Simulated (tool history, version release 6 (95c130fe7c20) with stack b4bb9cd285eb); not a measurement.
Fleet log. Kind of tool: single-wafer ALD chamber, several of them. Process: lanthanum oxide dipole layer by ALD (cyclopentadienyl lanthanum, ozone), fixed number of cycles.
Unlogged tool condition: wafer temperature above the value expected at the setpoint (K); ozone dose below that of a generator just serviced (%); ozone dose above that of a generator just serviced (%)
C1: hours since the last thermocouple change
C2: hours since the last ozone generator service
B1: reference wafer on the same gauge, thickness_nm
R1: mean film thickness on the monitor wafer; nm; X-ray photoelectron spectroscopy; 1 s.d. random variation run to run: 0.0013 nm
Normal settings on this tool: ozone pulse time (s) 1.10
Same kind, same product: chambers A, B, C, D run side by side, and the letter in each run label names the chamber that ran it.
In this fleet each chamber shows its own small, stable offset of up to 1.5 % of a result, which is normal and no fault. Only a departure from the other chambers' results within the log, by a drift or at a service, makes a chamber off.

Run 1D, hour 4.1: usual settings; C1 1131.4; C2 364.7; B1 0.51297. Result: R1 0.51785 nm.
Run 2A, hour 6.8: usual settings; C1 2382.4; C2 524.7; B1 0.51299. Result: R1 0.51426 nm.
Run 3B, hour 10.8: usual settings; C1 559.8; C2 693.6; B1 0.51318. Result: R1 0.51439 nm.
Run 4C, hour 13.6: usual settings; C1 121.0; C2 935.0; B1 0.51279. Result: R1 0.51917 nm.
Run 5B, hour 18.7: usual settings; C1 567.7; C2 701.5; B1 0.51339. Result: R1 0.51288 nm.
Run 6C, hour 23.4: usual settings; C1 130.8; C2 944.8; B1 0.51287. Result: R1 0.52255 nm.
Run 7D, hour 26.1: usual settings but ozone pulse time (s) 1.45; C1 1153.4; C2 386.7; B1 0.51317. Result: R1 0.55124 nm.
Run 8A, hour 30.7: usual settings but ozone pulse time (s) 1.45; C1 2406.3; C2 548.6; B1 0.51293. Result: R1 0.54414 nm.
Run 9C, hour 35.9: usual settings but ozone pulse time (s) 1.45; C1 143.3; C2 957.3; B1 0.51353. Result: R1 0.55388 nm.
Run 10B, hour 40.5: usual settings but ozone pulse time (s) 1.45; C1 589.5; C2 723.3; B1 0.51317. Result: R1 0.54859 nm.
Run 11D, hour 45.2: usual settings; C1 1172.5; C2 405.8; B1 0.51304. Result: R1 0.51557 nm.
Run 12A, hour 48.3: usual settings; C1 2423.9; C2 566.2; B1 0.51298. Result: R1 0.51235 nm.
Run 13B, hour 51.2: usual settings; C1 600.2; C2 734.0; B1 0.51291. Result: R1 0.51633 nm.
Run 14D, hour 55.5: usual settings; C1 1182.8; C2 416.1; B1 0.51320. Result: R1 0.51524 nm.
Run 15C, hour 59.0: usual settings but ozone pulse time (s) 0.76; C1 166.4; C2 980.4; B1 0.51315. Result: R1 0.45571 nm.
Run 16A, hour 62.1: usual settings but ozone pulse time (s) 0.76; C1 2437.7; C2 580.0; B1 0.51288. Result: R1 0.44914 nm.
Run 17B, hour 65.1: usual settings but ozone pulse time (s) 0.76; C1 614.1; C2 747.9; B1 0.51306. Result: R1 0.45106 nm.
Run 18D, hour 69.4: usual settings but ozone pulse time (s) 0.76; C1 1196.7; C2 430.0; B1 0.51295. Result: R1 0.45349 nm.
Run 19A, hour 74.7: usual settings; C1 2450.3; C2 592.6; B1 0.51300. Result: R1 0.51389 nm.
Run 20C, hour 77.7: usual settings; C1 185.1; C2 999.1; B1 0.51289. Result: R1 0.52224 nm.
Run 21D, hour 81.5: usual settings; C1 1208.8; C2 442.1; B1 0.51311. Result: R1 0.51653 nm.
Run 22A, hour 87.3: usual settings; C1 2462.9; C2 605.2; B1 0.51298. Result: R1 0.51442 nm.
Run 23C, hour 89.9: usual settings; C1 197.3; C2 1011.3; B1 0.51246. Result: R1 0.52042 nm.
Run 24B, hour 95.5: usual settings but ozone pulse time (s) 0.90; C1 644.5; C2 778.3; B1 0.51299. Result: R1 0.48306 nm.
Run 25A, hour 98.7: usual settings but ozone pulse time (s) 0.90; C1 2474.3; C2 616.6; B1 0.51306. Result: R1 0.48031 nm.

The same settings go to every chamber for the next run, one line per chamber below. Forecast the results for each:
Run 26A, hour 102.9: usual settings but ozone pulse time (s) 0.71. Result: R1 ?.
Run 26B, hour 102.9: usual settings but ozone pulse time (s) 0.71. Result: R1 ?.
Run 26C, hour 102.9: usual settings but ozone pulse time (s) 0.71. Result: R1 ?.
Run 26D, hour 102.9: usual settings but ozone pulse time (s) 0.71. Result: R1 ?.

run       R1
26A  0.43614
26B  0.43984
26C  0.44102
26D  0.43997
